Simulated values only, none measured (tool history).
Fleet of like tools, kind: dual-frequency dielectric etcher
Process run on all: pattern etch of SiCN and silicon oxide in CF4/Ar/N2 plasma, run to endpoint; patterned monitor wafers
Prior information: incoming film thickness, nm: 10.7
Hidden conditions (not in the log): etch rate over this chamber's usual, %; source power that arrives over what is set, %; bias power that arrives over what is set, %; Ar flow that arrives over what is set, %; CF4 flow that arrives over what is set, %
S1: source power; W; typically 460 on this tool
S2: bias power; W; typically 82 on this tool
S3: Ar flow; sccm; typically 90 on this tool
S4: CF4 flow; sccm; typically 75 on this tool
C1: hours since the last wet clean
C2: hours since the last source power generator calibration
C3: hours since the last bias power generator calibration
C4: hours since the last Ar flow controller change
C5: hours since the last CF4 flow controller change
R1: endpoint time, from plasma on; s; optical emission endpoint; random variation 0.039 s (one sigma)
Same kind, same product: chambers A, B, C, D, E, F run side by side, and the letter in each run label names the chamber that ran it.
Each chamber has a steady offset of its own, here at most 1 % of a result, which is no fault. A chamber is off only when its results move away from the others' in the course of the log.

Run 1B, hour 9.8: usual settings; C1 471.1; C2 1777.8; C3 2008; C4 2753; C5 1449.3. Result: R1 11.324 s.
Run 2F, hour 15.5: usual settings; C1 681; C2 91.5; C3 2062.4; C4 993.1; C5 3481.6. Result: R1 11.385 s.
Run 3D, hour 26.7: usual settings; C1 51; C2 1851.4; C3 142.4; C4 348.6; C5 2711.2. Result: R1 11.363 s.
Run 4C, hour 37.8: usual settings; C1 296.9; C2 2507.5; C3 2395.3; C4 357.7; C5 1973.5. Result: R1 11.29 s.
Run 5E, hour 46.1: usual settings; C1 445.5; C2 2102.9; C3 930.7; C4 1394; C5 3254. Result: R1 11.345 s.
Run 6A, hour 53.3: usual settings but S4 86 sccm; C1 247.8; C2 86.1; C3 2088.1; C4 2416.3; C5 3668. Result: R1 11.123 s.
Run 7E, hour 61.2: usual settings but S4 86 sccm; C1 460.6; C2 2118; C3 945.8; C4 1409.1; C5 3269.1. Result: R1 11.109 s.
Run 8C, hour 66.7: usual settings but S4 86 sccm; C1 325.8; C2 2536.4; C3 2424.2; C4 386.6; C5 2002.4. Result: R1 11.059 s.
At hour 75: chamber F: wet clean of the chamber.
Run 9A, hour 75.6: usual settings but S4 86 sccm; C1 270.1; C2 108.4; C3 2110.4; C4 2438.6; C5 3690.3. Result: R1 11.161 s.
Run 10D, hour 88.1: usual settings but S4 86 sccm; C1 112.4; C2 1912.8; C3 203.8; C4 410; C5 2772.6. Result: R1 11.186 s.
Run 11B, hour 98.3: usual settings but S4 86 sccm; C1 559.6; C2 1866.3; C3 2096.5; C4 2841.5; C5 1537.8. Result: R1 11.067 s.
Run 12F, hour 108.4: usual settings; C1 33.5; C2 184.4; C3 2155.3; C4 1086; C5 3574.5. Result: R1 11.371 s.
Run 13E, hour 116.9: usual settings; C1 516.3; C2 2173.7; C3 1001.5; C4 1464.8; C5 3324.8. Result: R1 11.365 s.
At hour 118.4: chamber E: Ar flow controller replaced.
Run 14F, hour 123.5: usual settings; C1 48.6; C2 199.5; C3 2170.4; C4 1101.1; C5 3589.6. Result: R1 11.371 s.
At hour 134.4: chamber B: wet clean of the chamber.
Run 15C, hour 135: usual settings; C1 394.1; C2 2604.7; C3 2492.5; C4 454.9; C5 2070.7. Result: R1 11.262 s.
Run 16B, hour 146.8: usual settings but S3 72 sccm, S4 62 sccm; C1 12.5; C2 1914.8; C3 2145; C4 2890; C5 1586.3. Result: R1 10.732 s.
Run 17D, hour 156: usual settings but S3 72 sccm, S4 62 sccm; C1 180.3; C2 1980.7; C3 271.7; C4 477.9; C5 2840.5. Result: R1 11.344 s.
Run 18A, hour 164.2: usual settings but S3 72 sccm, S4 62 sccm; C1 358.7; C2 197; C3 2199; C4 2527.2; C5 3778.9. Result: R1 11.241 s.
At hour 165.1: chamber B: source power generator calibrated.
Run 19A, hour 172.1: usual settings but S3 72 sccm, S4 62 sccm; C1 366.6; C2 204.9; C3 2206.9; C4 2535.1; C5 3786.8. Result: R1 11.263 s.
Run 20E, hour 178.2: usual settings but S3 72 sccm, S4 62 sccm; C1 577.6; C2 2235; C3 1062.8; C4 59.8; C5 3386.1. Result: R1 11.303 s.
Run 21C, hour 189.4: usual settings but S3 72 sccm, S4 62 sccm; C1 448.5; C2 2659.1; C3 2546.9; C4 509.3; C5 2125.1. Result: R1 11.26 s.
Run 22D, hour 195.3: usual settings; C1 219.6; C2 2020; C3 311; C4 517.2; C5 2879.8. Result: R1 11.37 s.
At hour 204.1: chamber E: wet clean of the chamber.
Run 23B, hour 207.1: usual settings; C1 72.8; C2 42.1; C3 2205.3; C4 2950.3; C5 1646.6. Result: R1 10.744 s.
Run 24F, hour 214.7: usual settings; C1 139.8; C2 290.7; C3 2261.6; C4 1192.3; C5 3680.8. Result: R1 11.408 s.
At hour 216.7: chamber A: wet clean of the chamber.
Run 25A, hour 225.2: usual settings but S2 92 W, S4 93 sccm; C1 8.5; C2 258; C3 2260; C4 2588.2; C5 3839.9. Result: R1 10.565 s.
Run 26B, hour 232.2: usual settings but S2 92 W, S4 93 sccm; C1 97.9; C2 67.2; C3 2230.4; C4 2975.4; C5 1671.7. Result: R1 10.07 s.
Run 27C, hour 242: usual settings but S2 92 W, S4 93 sccm; C1 501.1; C2 2711.7; C3 2599.5; C4 561.9; C5 2177.7. Result: R1 10.568 s.
Run 28E, hour 252.3: usual settings but S2 92 W, S4 93 sccm; C1 48.3; C2 2309.1; C3 1136.9; C4 133.9; C5 3460.2. Result: R1 10.599 s.
Run 29D, hour 261.3: usual settings but S2 92 W, S4 93 sccm; C1 285.6; C2 2086; C3 377; C4 583.2; C5 2945.8. Result: R1 10.691 s.
At hour 264.2: chamber C: wet clean of the chamber.
Run 30F, hour 268.5: usual settings but S2 92 W, S4 93 sccm; C1 193.6; C2 344.5; C3 2315.4; C4 1246.1; C5 3734.6. Result: R1 10.642 s.
Run 31B, hour 278.4: usual settings; C1 144.1; C2 113.4; C3 2276.6; C4 3021.6; C5 1717.9. Result: R1 10.867 s.
Run 32E, hour 284.5: usual settings but S1 510 W; C1 80.5; C2 2341.3; C3 1169.1; C4 166.1; C5 3492.4. Result: R1 10.324 s.
Run 33A, hour 292.5: usual settings but S1 510 W; C1 75.8; C2 325.3; C3 2327.3; C4 2655.5; C5 3907.2. Result: R1 10.403 s.
Run 34C, hour 304.4: usual settings but S1 510 W; C1 40.3; C2 2774.1; C3 2661.9; C4 624.3; C5 2240.1. Result: R1 10.341 s.
Run 35F, hour 316.2: usual settings but S1 510 W; C1 241.3; C2 392.2; C3 2363.1; C4 1293.8; C5 3782.3. Result: R1 10.409 s.
Run 36D, hour 325.3: usual settings but S1 510 W; C1 349.6; C2 2150; C3 441; C4 647.2; C5 3009.8. Result: R1 10.482 s.
Run 37D, hour 336.9: usual settings but S1 510 W; C1 361.2; C2 2161.6; C3 452.6; C4 658.8; C5 3021.4. Result: R1 10.453 s.
Run 38A, hour 347.6: usual settings; C1 130.9; C2 380.4; C3 2382.4; C4 2710.6; C5 3962.3. Result: R1 11.385 s.

Next, all 6 chambers run the settings below, one line each with question marks for the results. What does each chamber give?
Run 39A, hour 356.7: usual settings but S1 580 W. Result: R1 ?.
Run 39B, hour 356.7: usual settings but S1 580 W. Result: R1 ?.
Run 39C, hour 356.7: usual settings but S1 580 W. Result: R1 ?.
Run 39D, hour 356.7: usual settings but S1 580 W. Result: R1 ?.
Run 39E, hour 356.7: usual settings but S1 580 W. Result: R1 ?.
Run 39F, hour 356.7: usual settings but S1 580 W. Result: R1 ?.

run      R1
39A  9.2658
39B  8.8099
39C  9.2143
39D  9.3316
39E  9.2525
39F  9.3141
